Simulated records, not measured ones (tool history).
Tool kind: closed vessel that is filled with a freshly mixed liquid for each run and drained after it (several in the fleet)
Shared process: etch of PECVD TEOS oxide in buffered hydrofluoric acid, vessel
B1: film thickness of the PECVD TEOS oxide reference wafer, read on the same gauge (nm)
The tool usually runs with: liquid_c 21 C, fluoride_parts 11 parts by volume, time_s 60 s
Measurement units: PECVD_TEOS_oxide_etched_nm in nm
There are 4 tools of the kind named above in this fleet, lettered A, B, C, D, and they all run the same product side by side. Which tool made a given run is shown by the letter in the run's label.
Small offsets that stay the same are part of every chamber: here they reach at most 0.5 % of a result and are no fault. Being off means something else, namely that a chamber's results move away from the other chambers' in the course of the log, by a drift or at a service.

{"run": "1A", "hour": 4.9, "liquid_c": 21, "fluoride_parts": 11, "time_s": 60, "B1": 149.99, "PECVD_TEOS_oxide_etched_nm": 125.7}
{"run": "2C", "hour": 8.6, "liquid_c": 21, "fluoride_parts": 11, "time_s": 60, "B1": 150, "PECVD_TEOS_oxide_etched_nm": 126.09}
{"run": "3B", "hour": 13.6, "liquid_c": 21, "fluoride_parts": 11, "time_s": 60, "B1": 149.97, "PECVD_TEOS_oxide_etched_nm": 124.08}
{"run": "4D", "hour": 18.9, "liquid_c": 21, "fluoride_parts": 11, "time_s": 60, "B1": 150, "PECVD_TEOS_oxide_etched_nm": 125}
{"run": "5C", "hour": 22.7, "liquid_c": 21, "fluoride_parts": 11, "time_s": 60, "B1": 149.98, "PECVD_TEOS_oxide_etched_nm": 126.43}
{"run": "6A", "hour": 26.8, "liquid_c": 21, "fluoride_parts": 11, "time_s": 60, "B1": 149.99, "PECVD_TEOS_oxide_etched_nm": 125.72}
{"run": "7D", "hour": 32.2, "liquid_c": 26, "fluoride_parts": 11, "time_s": 40, "B1": 149.99, "PECVD_TEOS_oxide_etched_nm": 108.08}
{"run": "8B", "hour": 34.9, "liquid_c": 26, "fluoride_parts": 11, "time_s": 40, "B1": 149.99, "PECVD_TEOS_oxide_etched_nm": 109.7}
{"run": "9D", "hour": 38.6, "liquid_c": 26, "fluoride_parts": 11, "time_s": 40, "B1": 149.98, "PECVD_TEOS_oxide_etched_nm": 108.94}
{"run": "10A", "hour": 44.1, "liquid_c": 26, "fluoride_parts": 11, "time_s": 40, "B1": 150.02, "PECVD_TEOS_oxide_etched_nm": 109}
{"run": "11B", "hour": 47.9, "liquid_c": 21, "fluoride_parts": 11, "time_s": 60, "B1": 149.99, "PECVD_TEOS_oxide_etched_nm": 124.48}
{"run": "12C", "hour": 53.2, "liquid_c": 21, "fluoride_parts": 11, "time_s": 45, "B1": 149.98, "PECVD_TEOS_oxide_etched_nm": 93.02}
{"run": "13D", "hour": 56.1, "liquid_c": 21, "fluoride_parts": 11, "time_s": 45, "B1": 149.96, "PECVD_TEOS_oxide_etched_nm": 93.852}
{"run": "14C", "hour": 58.5, "liquid_c": 21, "fluoride_parts": 11, "time_s": 45, "B1": 150.02, "PECVD_TEOS_oxide_etched_nm": 93.038}
{"run": "15B", "hour": 61.6, "liquid_c": 21, "fluoride_parts": 11, "time_s": 45, "B1": 150, "PECVD_TEOS_oxide_etched_nm": 91.533}
{"run": "16A", "hour": 66.6, "liquid_c": 21, "fluoride_parts": 11, "time_s": 60, "B1": 150, "PECVD_TEOS_oxide_etched_nm": 125.77}
{"run": "17B", "hour": 70.0, "liquid_c": 21, "fluoride_parts": 11, "time_s": 60, "B1": 150, "PECVD_TEOS_oxide_etched_nm": 126.27}
{"run": "18C", "hour": 73.0, "liquid_c": 21, "fluoride_parts": 11, "time_s": 60, "B1": 150.02, "PECVD_TEOS_oxide_etched_nm": 123.66}
{"run": "19A", "hour": 78.3, "liquid_c": 21, "fluoride_parts": 11, "time_s": 60, "B1": 150, "PECVD_TEOS_oxide_etched_nm": 126.93}
{"run": "20D", "hour": 82.6, "liquid_c": 21, "fluoride_parts": 11, "time_s": 60, "B1": 150, "PECVD_TEOS_oxide_etched_nm": 126.11}
{"run": "21D", "hour": 85.7, "liquid_c": 21, "fluoride_parts": 11, "time_s": 60, "B1": 149.99, "PECVD_TEOS_oxide_etched_nm": 126.21}
{"run": "22A", "hour": 90.4, "liquid_c": 21, "fluoride_parts": 11, "time_s": 80, "B1": 150.01, "PECVD_TEOS_oxide_etched_nm": 166.66}
{"run": "23C", "hour": 93.3, "liquid_c": 21, "fluoride_parts": 11, "time_s": 80, "B1": 149.98, "PECVD_TEOS_oxide_etched_nm": 166.51}
{"run": "24B", "hour": 96.4, "liquid_c": 21, "fluoride_parts": 11, "time_s": 80, "B1": 149.98, "PECVD_TEOS_oxide_etched_nm": 165.23}
{"run": "25B", "hour": 101.9, "liquid_c": 21, "fluoride_parts": 11, "time_s": 80, "B1": 150, "PECVD_TEOS_oxide_etched_nm": 165.2}
{"run": "26D", "hour": 106.6, "liquid_c": 21, "fluoride_parts": 11, "time_s": 60, "B1": 149.99, "PECVD_TEOS_oxide_etched_nm": 124.3}
{"run": "27A", "hour": 111.6, "liquid_c": 19, "fluoride_parts": 11, "time_s": 45, "B1": 150.02, "PECVD_TEOS_oxide_etched_nm": 82.89}
{"hour": 112.2, "done": "chamber A: hydrofluoric acid flow meter replaced"}
{"run": "28C", "hour": 117.1, "liquid_c": 19, "fluoride_parts": 11, "time_s": 45, "B1": 150, "PECVD_TEOS_oxide_etched_nm": 84.474}
{"run": "29D", "hour": 121.3, "liquid_c": 19, "fluoride_parts": 11, "time_s": 45, "B1": 149.98, "PECVD_TEOS_oxide_etched_nm": 84.773}
{"run": "30A", "hour": 125.1, "liquid_c": 19, "fluoride_parts": 11, "time_s": 45, "B1": 150, "PECVD_TEOS_oxide_etched_nm": 84.34}
{"run": "31B", "hour": 128.5, "liquid_c": 21, "fluoride_parts": 11, "time_s": 60, "B1": 150.01, "PECVD_TEOS_oxide_etched_nm": 126.4}
{"hour": 129.7, "done": "chamber C: thermometer replaced"}
{"run": "32C", "hour": 132.6, "liquid_c": 21, "fluoride_parts": 11, "time_s": 60, "B1": 149.98, "PECVD_TEOS_oxide_etched_nm": 124.92}
{"run": "33D", "hour": 137.3, "liquid_c": 21, "fluoride_parts": 11, "time_s": 60, "B1": 149.99, "PECVD_TEOS_oxide_etched_nm": 124.4}
{"run": "34A", "hour": 142.6, "liquid_c": 21, "fluoride_parts": 11, "time_s": 60, "B1": 150.01, "PECVD_TEOS_oxide_etched_nm": 124.49}
{"run": "35B", "hour": 147.1, "liquid_c": 19, "fluoride_parts": 11, "time_s": 60, "B1": 150.02, "PECVD_TEOS_oxide_etched_nm": 112.48}

Which is it: a chamber that has drifted or been left off by a service, a gauge drift common to all chambers, or only each chamber's usual small offset? If a chamber is off, name it and its likeliest cause.

The fleet is healthy, with each chamber sitting at its usual small offset and no drift in the gauge.

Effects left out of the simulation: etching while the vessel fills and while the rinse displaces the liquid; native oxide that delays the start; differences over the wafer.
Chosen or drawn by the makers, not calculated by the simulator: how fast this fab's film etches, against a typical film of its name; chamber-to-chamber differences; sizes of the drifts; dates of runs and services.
